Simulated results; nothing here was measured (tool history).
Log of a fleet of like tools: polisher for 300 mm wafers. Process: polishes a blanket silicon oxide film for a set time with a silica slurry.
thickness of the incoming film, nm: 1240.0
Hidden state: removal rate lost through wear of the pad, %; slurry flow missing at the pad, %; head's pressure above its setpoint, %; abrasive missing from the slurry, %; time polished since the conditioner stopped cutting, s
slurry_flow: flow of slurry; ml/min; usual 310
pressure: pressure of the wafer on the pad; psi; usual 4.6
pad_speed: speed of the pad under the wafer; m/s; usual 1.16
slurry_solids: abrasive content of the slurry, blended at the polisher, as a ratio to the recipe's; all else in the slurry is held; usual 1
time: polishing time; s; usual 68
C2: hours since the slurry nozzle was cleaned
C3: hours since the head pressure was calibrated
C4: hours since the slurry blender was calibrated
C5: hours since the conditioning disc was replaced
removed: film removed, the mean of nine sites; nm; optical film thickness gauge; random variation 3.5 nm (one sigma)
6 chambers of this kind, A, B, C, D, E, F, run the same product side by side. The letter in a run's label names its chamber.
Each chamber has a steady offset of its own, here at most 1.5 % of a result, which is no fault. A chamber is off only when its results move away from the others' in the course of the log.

-- hour=0.4 chamber D: slurry nozzle cleaned
run 1E hour=2.7 | slurry_flow=310 pressure=4.6 pad_speed=1.16 slurry_solids=1 time=68 | wafers_polished_on_this_pad=229 C2=370.1 C3=576.8 C4=303.5 C5=343.1 | removed=289.79
run 2F hour=7.5 | slurry_flow=310 pressure=4.6 pad_speed=1.16 slurry_solids=1 time=68 | wafers_polished_on_this_pad=848 C2=533.3 C3=7.8 C4=348.9 C5=257.1 | removed=287.75
run 3A hour=11.1 | slurry_flow=310 pressure=4.6 pad_speed=1.16 slurry_solids=1 time=68 | wafers_polished_on_this_pad=313 C2=145.8 C3=164.9 C4=16 C5=75.2 | removed=292.75
run 4D hour=15.8 | slurry_flow=310 pressure=4.6 pad_speed=1.16 slurry_solids=1 time=68 | wafers_polished_on_this_pad=281 C2=15.5 C3=121.7 C4=187.1 C5=40.7 | removed=282.06
-- hour=19 chamber F: conditioning disc replaced and pad reconditioned
run 5C hour=19.6 | slurry_flow=310 pressure=4.6 pad_speed=1.16 slurry_solids=1 time=68 | wafers_polished_on_this_pad=856 C2=93.4 C3=264.1 C4=222.8 C5=92.3 | removed=290.09
run 6B hour=21.8 | slurry_flow=310 pressure=4.6 pad_speed=1.16 slurry_solids=1 time=68 | wafers_polished_on_this_pad=994 C2=239.3 C3=939.5 C4=141.9 C5=37.6 | removed=285.3
run 7A hour=25.5 | slurry_flow=310 pressure=6 pad_speed=1.16 slurry_solids=1 time=68 | wafers_polished_on_this_pad=407 C2=160.2 C3=179.3 C4=30.4 C5=89.6 | removed=373.68
run 8F hour=28.6 | slurry_flow=310 pressure=6 pad_speed=1.16 slurry_solids=1 time=68 | wafers_polished_on_this_pad=985 C2=554.4 C3=28.9 C4=370 C5=9.6 | removed=371.78
-- hour=30.6 chamber C: worn pad replaced by a new one
run 9D hour=33.2 | slurry_flow=310 pressure=6 pad_speed=1.16 slurry_solids=1 time=68 | wafers_polished_on_this_pad=394 C2=32.9 C3=139.1 C4=204.5 C5=58.1 | removed=383.59
run 10B hour=38.2 | slurry_flow=310 pressure=6 pad_speed=1.16 slurry_solids=1 time=68 | wafers_polished_on_this_pad=1101 C2=255.7 C3=955.9 C4=158.3 C5=54 | removed=380.48
run 11E hour=41.6 | slurry_flow=310 pressure=6 pad_speed=1.16 slurry_solids=1 time=68 | wafers_polished_on_this_pad=483 C2=409 C3=615.7 C4=342.4 C5=382 | removed=384.9
run 12C hour=44.7 | slurry_flow=310 pressure=6 pad_speed=1.16 slurry_solids=1 time=68 | wafers_polished_on_this_pad=92 C2=118.5 C3=289.2 C4=247.9 C5=117.4 | removed=381.36
-- hour=48.1 chamber F: worn pad replaced by a new one
run 13B hour=48.2 | slurry_flow=310 pressure=4.6 pad_speed=1.16 slurry_solids=1 time=60 | wafers_polished_on_this_pad=1166 C2=265.7 C3=965.9 C4=168.3 C5=64 | removed=254.62
run 14E hour=51.6 | slurry_flow=310 pressure=4.6 pad_speed=1.16 slurry_solids=1 time=60 | wafers_polished_on_this_pad=548 C2=419 C3=625.7 C4=352.4 C5=392 | removed=258.16
run 15F hour=55.2 | slurry_flow=310 pressure=4.6 pad_speed=1.16 slurry_solids=1 time=60 | wafers_polished_on_this_pad=46 C2=581 C3=55.5 C4=396.6 C5=36.2 | removed=261.88
-- hour=58.3 chamber B: worn pad replaced by a new one
run 16A hour=58.7 | slurry_flow=310 pressure=4.6 pad_speed=1.16 slurry_solids=1 time=60 | wafers_polished_on_this_pad=624 C2=193.4 C3=212.5 C4=63.6 C5=122.8 | removed=260.86
run 17D hour=60.8 | slurry_flow=310 pressure=4.6 pad_speed=1.16 slurry_solids=1 time=60 | wafers_polished_on_this_pad=575 C2=60.5 C3=166.7 C4=232.1 C5=85.7 | removed=253.63
run 18C hour=64.1 | slurry_flow=310 pressure=4.6 pad_speed=1.16 slurry_solids=1 time=60 | wafers_polished_on_this_pad=218 C2=137.9 C3=308.6 C4=267.3 C5=136.8 | removed=253.38
run 19C hour=68.1 | slurry_flow=310 pressure=4.6 pad_speed=1.16 slurry_solids=1 time=49 | wafers_polished_on_this_pad=244 C2=141.9 C3=312.6 C4=271.3 C5=140.8 | removed=206.67
run 20D hour=71.3 | slurry_flow=310 pressure=4.6 pad_speed=1.16 slurry_solids=1 time=49 | wafers_polished_on_this_pad=643 C2=71 C3=177.2 C4=242.6 C5=96.2 | removed=211.35
run 21F hour=76.1 | slurry_flow=310 pressure=4.6 pad_speed=1.16 slurry_solids=1 time=49 | wafers_polished_on_this_pad=183 C2=601.9 C3=76.4 C4=417.5 C5=57.1 | removed=208.43
-- hour=79.1 chamber D: worn pad replaced by a new one
run 22B hour=80.6 | slurry_flow=310 pressure=4.6 pad_speed=1.16 slurry_solids=1 time=49 | wafers_polished_on_this_pad=146 C2=298.1 C3=998.3 C4=200.7 C5=96.4 | removed=204.9
run 23A hour=84.1 | slurry_flow=310 pressure=4.6 pad_speed=1.16 slurry_solids=1 time=49 | wafers_polished_on_this_pad=790 C2=218.8 C3=237.9 C4=89 C5=148.2 | removed=212.9
run 24E hour=88.2 | slurry_flow=310 pressure=4.6 pad_speed=1.16 slurry_solids=1 time=49 | wafers_polished_on_this_pad=787 C2=455.6 C3=662.3 C4=389 C5=428.6 | removed=203.2
run 25E hour=92.6 | slurry_flow=310 pressure=4.6 pad_speed=1.16 slurry_solids=1 time=68 | wafers_polished_on_this_pad=816 C2=460 C3=666.7 C4=393.4 C5=433 | removed=286.88
run 26B hour=97 | slurry_flow=310 pressure=4.6 pad_speed=1.16 slurry_solids=1 time=68 | wafers_polished_on_this_pad=253 C2=314.5 C3=1014.7 C4=217.1 C5=112.8 | removed=289.05
run 27A hour=99.5 | slurry_flow=310 pressure=5.4 pad_speed=1.16 slurry_solids=0.8 time=68 | wafers_polished_on_this_pad=890 C2=234.2 C3=253.3 C4=104.4 C5=163.6 | removed=314.18
run 28C hour=102.5 | slurry_flow=310 pressure=5.4 pad_speed=1.16 slurry_solids=0.8 time=68 | wafers_polished_on_this_pad=469 C2=176.3 C3=347 C4=305.7 C5=175.2 | removed=307.68
-- hour=105.6 chamber B: conditioning disc replaced and pad reconditioned
run 29F hour=106.2 | slurry_flow=310 pressure=5.4 pad_speed=1.16 slurry_solids=0.8 time=68 | wafers_polished_on_this_pad=379 C2=632 C3=106.5 C4=447.6 C5=87.2 | removed=305.14
run 30D hour=111 | slurry_flow=310 pressure=5.4 pad_speed=1.16 slurry_solids=0.8 time=68 | wafers_polished_on_this_pad=208 C2=110.7 C3=216.9 C4=282.3 C5=135.9 | removed=299.9
run 31A hour=113.7 | slurry_flow=310 pressure=5.4 pad_speed=1.16 slurry_solids=0.8 time=68 | wafers_polished_on_this_pad=983 C2=248.4 C3=267.5 C4=118.6 C5=177.8 | removed=305.12
-- hour=116.5 chamber A: worn pad replaced by a new one
run 32C hour=117 | slurry_flow=310 pressure=5.4 pad_speed=1.16 slurry_solids=0.8 time=68 | wafers_polished_on_this_pad=564 C2=190.8 C3=361.5 C4=320.2 C5=189.7 | removed=307.24
-- hour=118.3 chamber F: slurry nozzle cleaned
run 33B hour=119.4 | slurry_flow=310 pressure=4.6 pad_speed=1.16 slurry_solids=1 time=68 | wafers_polished_on_this_pad=399 C2=336.9 C3=1037.1 C4=239.5 C5=13.8 | removed=284.88
run 34F hour=123.4 | slurry_flow=310 pressure=5.8 pad_speed=1.48 slurry_solids=1 time=68 | wafers_polished_on_this_pad=492 C2=5.1 C3=123.7 C4=464.8 C5=104.4 | removed=447.6
run 35E hour=127.9 | slurry_flow=310 pressure=5.8 pad_speed=1.48 slurry_solids=1 time=68 | wafers_polished_on_this_pad=1046 C2=495.3 C3=702 C4=428.7 C5=468.3 | removed=414.31
-- hour=131.7 chamber D: slurry blender recalibrated
run 36D hour=132.8 | slurry_flow=310 pressure=5.8 pad_speed=1.48 slurry_solids=1 time=68 | wafers_polished_on_this_pad=351 C2=132.5 C3=238.7 C4=1.2 C5=157.7 | removed=447.06
run 37C hour=137.5 | slurry_flow=310 pressure=5.8 pad_speed=1.48 slurry_solids=1 time=68 | wafers_polished_on_this_pad=698 C2=211.3 C3=382 C4=340.7 C5=210.2 | removed=438.36
-- hour=140.7 chamber E: conditioning disc replaced and pad reconditioned
run 38B hour=141.9 | slurry_flow=310 pressure=5.8 pad_speed=1.48 slurry_solids=1 time=68 | wafers_polished_on_this_pad=546 C2=359.4 C3=1059.6 C4=262 C5=36.3 | removed=426.6
run 39D hour=146.4 | slurry_flow=310 pressure=5.8 pad_speed=1.48 slurry_solids=1 time=68 | wafers_polished_on_this_pad=439 C2=146.1 C3=252.3 C4=14.8 C5=171.3 | removed=438.92
run 40F hour=150.9 | slurry_flow=310 pressure=4.6 pad_speed=0.78 slurry_solids=1.1 time=68 | wafers_polished_on_this_pad=671 C2=32.6 C3=151.2 C4=492.3 C5=131.9 | removed=222.24
-- hour=154.8 chamber E: slurry blender recalibrated
run 41A hour=155.6 | slurry_flow=310 pressure=4.6 pad_speed=0.78 slurry_solids=1.1 time=68 | wafers_polished_on_this_pad=255 C2=290.3 C3=309.4 C4=160.5 C5=219.7 | removed=226.06
run 42E hour=158 | slurry_flow=310 pressure=4.6 pad_speed=0.78 slurry_solids=1.1 time=68 | wafers_polished_on_this_pad=1243 C2=525.4 C3=732.1 C4=3.3 C5=17.4 | removed=191.95

What goes on in this fleet: one chamber off, a drifting gauge, or nothing beyond the chambers' own small offsets? Name the chamber and the cause, if any.

Chamber E drifts away from the others.
Cause: removal rate lost through wear of the pad, % = 12.
The log may not tell that from: head's pressure below its setpoint, %.

Here are 4 candidates for chamber E's next run, each the usual settings with a change, their results left as question marks. Which one brings its results back in line with what the others give on the usual settings?
In line means no further than this from the other chambers' mean on the usual settings: removed 12 nm
run 43E-1 hour=161.6 | slurry_flow=310 pressure=5.2 pad_speed=1.16 slurry_solids=1 time=68 | removed=?
run 43E-2 hour=161.6 | slurry_flow=310 pressure=4.8 pad_speed=1.16 slurry_solids=1 time=68 | removed=?
run 43E-3 hour=161.6 | slurry_flow=305 pressure=4.6 pad_speed=1.02 slurry_solids=0.95 time=68 | removed=?
run 43E-4 hour=161.6 | slurry_flow=310 pressure=4.6 pad_speed=1.16 slurry_solids=1 time=65 | removed=?

The other chambers' mean on the usual settings: removed 290.1 nm
run=43E-1 removed=290.01
run=43E-2 removed=267.41
run=43E-3 removed=225.29
run=43E-4 removed=244.81
43E-1 brings the chamber back in line.
